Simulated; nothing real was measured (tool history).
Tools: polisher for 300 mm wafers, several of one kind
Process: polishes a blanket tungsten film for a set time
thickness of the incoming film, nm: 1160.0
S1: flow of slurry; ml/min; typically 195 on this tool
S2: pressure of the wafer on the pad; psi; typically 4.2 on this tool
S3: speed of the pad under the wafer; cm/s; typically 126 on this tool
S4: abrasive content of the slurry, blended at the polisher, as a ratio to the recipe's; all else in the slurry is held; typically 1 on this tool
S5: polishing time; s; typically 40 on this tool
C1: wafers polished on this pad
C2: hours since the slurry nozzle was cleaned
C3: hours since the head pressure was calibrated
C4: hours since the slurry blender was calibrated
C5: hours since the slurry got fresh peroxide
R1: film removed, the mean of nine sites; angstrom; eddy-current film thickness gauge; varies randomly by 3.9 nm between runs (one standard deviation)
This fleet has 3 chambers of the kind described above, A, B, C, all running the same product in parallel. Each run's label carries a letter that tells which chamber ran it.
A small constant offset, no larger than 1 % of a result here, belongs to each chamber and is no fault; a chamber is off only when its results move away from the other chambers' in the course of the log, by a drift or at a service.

run	day	S1	S2	S3	S4	S5	C1	C2	C3	C4	C5	R1
# day 0.125: chamber C: slurry blender recalibrated
# day 0.171: chamber B: slurry nozzle cleaned
# day 0.288: chamber B: slurry tank refilled with fresh slurry and peroxide
1C	0.383	195	4.2	126	1	40	391	223.4	220.3	6.2	9.9	3144.8
# day 0.662: chamber A: slurry blender recalibrated
2A	0.792	195	4.2	126	1	40	406	210.4	269.9	3.2	109.5	3121
3B	0.996	195	4.2	126	1	40	611	19.8	158.5	78.4	17.1	3078
# day 1.179: chamber C: worn pad replaced by a new one
4C	1.3	195	4.2	126	1	40	40	245.4	242.3	28.2	31.9	3094.2
# day 1.621: chamber A: slurry tank refilled with fresh slurry and peroxide
5A	1.717	195	4.2	126	1	40	714	232.6	292.1	25.4	2.3	3080.5
# day 1.888: chamber A: worn pad replaced by a new one
# day 2.079: chamber B: slurry tank refilled with fresh slurry and peroxide
6B	2.1	195	4.2	126	1	40	979	46.3	185	104.9	0.6	2997.2
7C	2.288	195	4.2	126	1	46	370	269.1	266	51.9	55.6	3579.9
8B	2.683	195	4.2	126	1	46	1173	60.3	199	118.9	14.6	3449.6
# day 2.779: chamber C: worn pad replaced by a new one
9A	3.079	195	4.2	126	1	46	397	265.3	324.8	58.1	35	3640.5
10A	3.329	195	4.2	126	1	40	480	271.3	330.8	64.1	41	3239.6
11B	3.742	195	4.2	126	1	40	1526	85.7	224.4	144.3	40	2957.7
12C	4	195	4.2	126	1	40	407	310.2	307.1	93	96.7	3140.1
# day 4.233: chamber A: worn pad replaced by a new one
# day 4.238: chamber B: slurry tank refilled with fresh slurry and peroxide
13B	4.308	195	4.2	126	1	40	1715	99.3	238	157.9	1.8	2883.5
# day 4.438: chamber B: slurry blender recalibrated
14C	4.521	195	4.2	126	1	40	580	322.7	319.6	105.5	109.2	3147.8
# day 4.575: chamber C: worn pad replaced by a new one
15A	4.721	195	2.8	126	1	46	163	304.7	364.2	97.5	74.4	2430.2
16B	5.054	195	2.8	126	1	46	1964	117.2	255.9	14.8	19.7	2177
17C	5.271	195	2.8	126	1	46	232	340.7	337.6	123.5	127.2	2317.3
18A	5.454	195	4.2	160	1	47	407	322.3	381.8	115.1	92	4583.2
19C	5.646	195	4.2	160	1	47	357	349.7	346.6	132.5	136.2	4657
20B	5.908	195	4.2	160	1	47	2248	137.7	276.4	35.3	40.2	4405.2
# day 6.292: chamber A: worn pad replaced by a new one
21A	6.312	195	4.2	126	1	40	8	342.9	402.4	135.7	112.6	3120.7
# day 6.429: chamber B: slurry tank refilled with fresh slurry and peroxide
# day 6.512: chamber C: slurry tank refilled with fresh slurry and peroxide
22C	6.538	195	3.1	126	1.2	40	655	371.1	368	153.9	0.7	2389
23B	6.9	195	3.1	126	1.2	40	2579	161.5	300.2	59.1	11.3	2185

The same settings go to every chamber for the next run, one line per chamber below. Forecast the results for each:
24A	7.196	195	4.2	126	1	40						?
24B	7.196	195	4.2	126	1	40						?
24C	7.196	195	4.2	126	1	40						?

run	R1
24A	3146.7
24B	2818.1
24C	3107.3
